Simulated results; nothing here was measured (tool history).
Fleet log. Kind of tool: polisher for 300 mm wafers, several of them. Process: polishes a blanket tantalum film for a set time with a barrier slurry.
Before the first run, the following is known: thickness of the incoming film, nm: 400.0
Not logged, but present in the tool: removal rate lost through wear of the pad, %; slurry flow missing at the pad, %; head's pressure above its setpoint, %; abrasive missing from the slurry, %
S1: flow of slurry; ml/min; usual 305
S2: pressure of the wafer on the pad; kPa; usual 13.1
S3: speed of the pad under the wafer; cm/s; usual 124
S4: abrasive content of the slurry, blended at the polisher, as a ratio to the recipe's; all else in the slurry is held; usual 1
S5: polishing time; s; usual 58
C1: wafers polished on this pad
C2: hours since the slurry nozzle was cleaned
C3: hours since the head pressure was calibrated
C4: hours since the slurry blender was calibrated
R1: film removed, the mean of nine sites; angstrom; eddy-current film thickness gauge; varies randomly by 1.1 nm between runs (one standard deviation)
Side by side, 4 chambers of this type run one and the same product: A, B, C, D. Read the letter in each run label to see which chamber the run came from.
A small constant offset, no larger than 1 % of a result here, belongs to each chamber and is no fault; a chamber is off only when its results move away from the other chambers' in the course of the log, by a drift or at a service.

run,hour,S1,S2,S3,S4,S5,C1,C2,C3,C4,R1
1A,9.3,305,13.1,124,1,58,802,242.8,437.3,248.8,1297.2
2B,20.5,305,13.1,124,1,58,306,396,989.1,159.2,1312
3D,30.9,305,13.1,124,1,58,570,526.4,480.3,132.5,1328.2
# hour 33.4: chamber B: slurry nozzle cleaned
# hour 35.2: chamber B: slurry blender recalibrated
# hour 41.4: chamber D: slurry blender recalibrated
4C,41.8,305,13.1,124,1,58,785,476.3,526.5,155.4,1309.2
5A,54.6,305,13.1,124,1,58,1397,288.1,482.6,294.1,1313
# hour 57.9: chamber A: slurry blender recalibrated
6C,68.3,305,13.1,124,1,58,1133,502.8,553,181.9,1314.8
# hour 76.1: chamber A: worn pad replaced by a new one
# hour 78.4: chamber C: worn pad replaced by a new one
# hour 82.3: chamber C: head pressure recalibrated
7B,82.7,305,13.1,124,1,58,1123,49.4,1051.3,47.5,1315.4
8D,90.1,305,13.1,124,1,65,1347,585.6,539.5,48.8,1499.9
# hour 93.6: chamber B: worn pad replaced by a new one
9A,99.1,305,13.1,124,1,65,302,332.6,527.1,41.3,1476.3
# hour 113.1: chamber D: worn pad replaced by a new one
10C,113.8,305,13.1,124,1,65,465,548.3,31.6,227.4,1477.4
# hour 125.3: chamber C: slurry blender recalibrated
11D,125.7,305,13.1,124,1,65,166,621.2,575.1,84.4,1497
12B,140,305,13.1,124,1,50,609,106.7,1108.6,104.8,1129.1
13B,154.5,305,13.1,124,1,50,800,121.2,1123.1,119.3,1126.6
14D,163.1,305,13.1,124,1,50,657,658.6,612.5,121.8,1134.3
# hour 169.4: chamber B: worn pad replaced by a new one
15C,174.3,305,13.1,124,1,50,1260,608.8,92.1,49,1148.3
# hour 174.9: chamber B: slurry blender recalibrated
# hour 181.8: chamber C: worn pad replaced by a new one
16A,189.3,305,13.1,124,1,58,1487,422.8,617.3,131.5,1315.7
# hour 193.5: chamber D: slurry blender recalibrated
17B,197.9,305,13.1,124,1,40,375,164.6,1166.5,23,915.84
# hour 205.1: chamber A: worn pad replaced by a new one
18A,207.4,305,13.1,124,1,40,30,440.9,635.4,149.6,890.7
19C,216.2,305,13.1,124,1,40,452,650.7,134,90.9,906.98
# hour 221.9: chamber D: slurry nozzle cleaned
20D,226.8,305,13.1,124,1,40,1494,5,676.2,33.4,922.88
# hour 230.4: chamber D: worn pad replaced by a new one
21D,239.6,305,13.1,124,1,58,122,17.8,689,46.2,1362.7
# hour 254.2: chamber B: worn pad replaced by a new one
22A,254.3,305,13.1,124,1,58,646,487.8,682.3,196.5,1327.5
# hour 262.1: chamber B: head pressure recalibrated
# hour 263.7: chamber C: worn pad replaced by a new one
23C,265.7,305,13.1,124,1,58,27,700.2,183.5,140.4,1315.1
24B,279.6,305,13.1,124,1,58,334,246.3,17.6,104.7,1452.4
25D,295,305,13.1,124,1,58,849,73.2,744.4,101.6,1336.4
26C,304.7,305,13.1,124,1,58,539,739.2,222.5,179.4,1315.9
# hour 316.8: chamber A: worn pad replaced by a new one
27B,317.7,305,13.1,124,1,58,834,284.4,55.7,142.8,1457.5
28A,325.6,305,13.1,90,1.15,58,115,559.1,753.6,267.8,997.47
# hour 330.8: chamber D: worn pad replaced by a new one
# hour 335: chamber B: slurry blender recalibrated
# hour 337.8: chamber B: worn pad replaced by a new one
29A,341,305,13.1,90,1.15,58,317,574.5,769,283.2,1006.9
30B,350.5,305,13.1,90,1.15,58,167,317.2,88.5,15.6,1110.4
# hour 359.5: chamber C: worn pad replaced by a new one
# hour 360.6: chamber B: slurry nozzle cleaned
31C,362.3,305,13.1,90,1.15,58,36,796.8,280.1,237,1007.8
# hour 362.7: chamber A: slurry blender recalibrated
# hour 364.5: chamber D: slurry blender recalibrated
32D,377.3,305,13.1,124,1,58,611,155.5,826.7,12.9,1337.9
# hour 378.7: chamber C: slurry blender recalibrated
# hour 383.8: chamber D: head pressure recalibrated
# hour 388: chamber C: slurry nozzle cleaned
33A,390.6,305,13.1,124,1.2,58,969,624.1,818.6,28,1406
34B,403.7,305,13.1,124,1.2,58,866,43.1,141.7,68.8,1507.9
35D,414.1,305,13.1,124,1.2,58,1095,192.3,30.4,49.7,1382
36C,422.5,305,13.1,124,1.2,58,827,34.6,340.3,43.8,1372.9

Does one chamber stand apart from the rest, does the shared gauge drift, or is all well apart from small per-chamber offsets? Give the chamber and the most likely cause, where there is one.

Chamber B has stood off from the others ever since a service on it.
Most likely cause: head's pressure above its setpoint, % = 11.

Here are 4 candidates for chamber B's next run, each the usual settings with a change, their results left as question marks. Which one brings its results back in line with what the others give on the usual settings?
In line means no further than this from the other chambers' mean on the usual settings: R1 38 angstrom
37B-1,433.8,305,14.5,124,1,58,,,,,?
37B-2,433.8,310,13.1,124,1.05,67,,,,,?
37B-3,433.8,300,13.1,124,0.95,50,,,,,?
37B-4,433.8,305,12.4,124,1,55,,,,,?

On the usual settings, the other chambers give on average: R1 1319.3 angstrom
run,R1
37B-1,1616
37B-2,1717.1
37B-3,1241.8
37B-4,1316.5
The answer is 37B-4, which returns the chamber to within the allowed miss of the others.
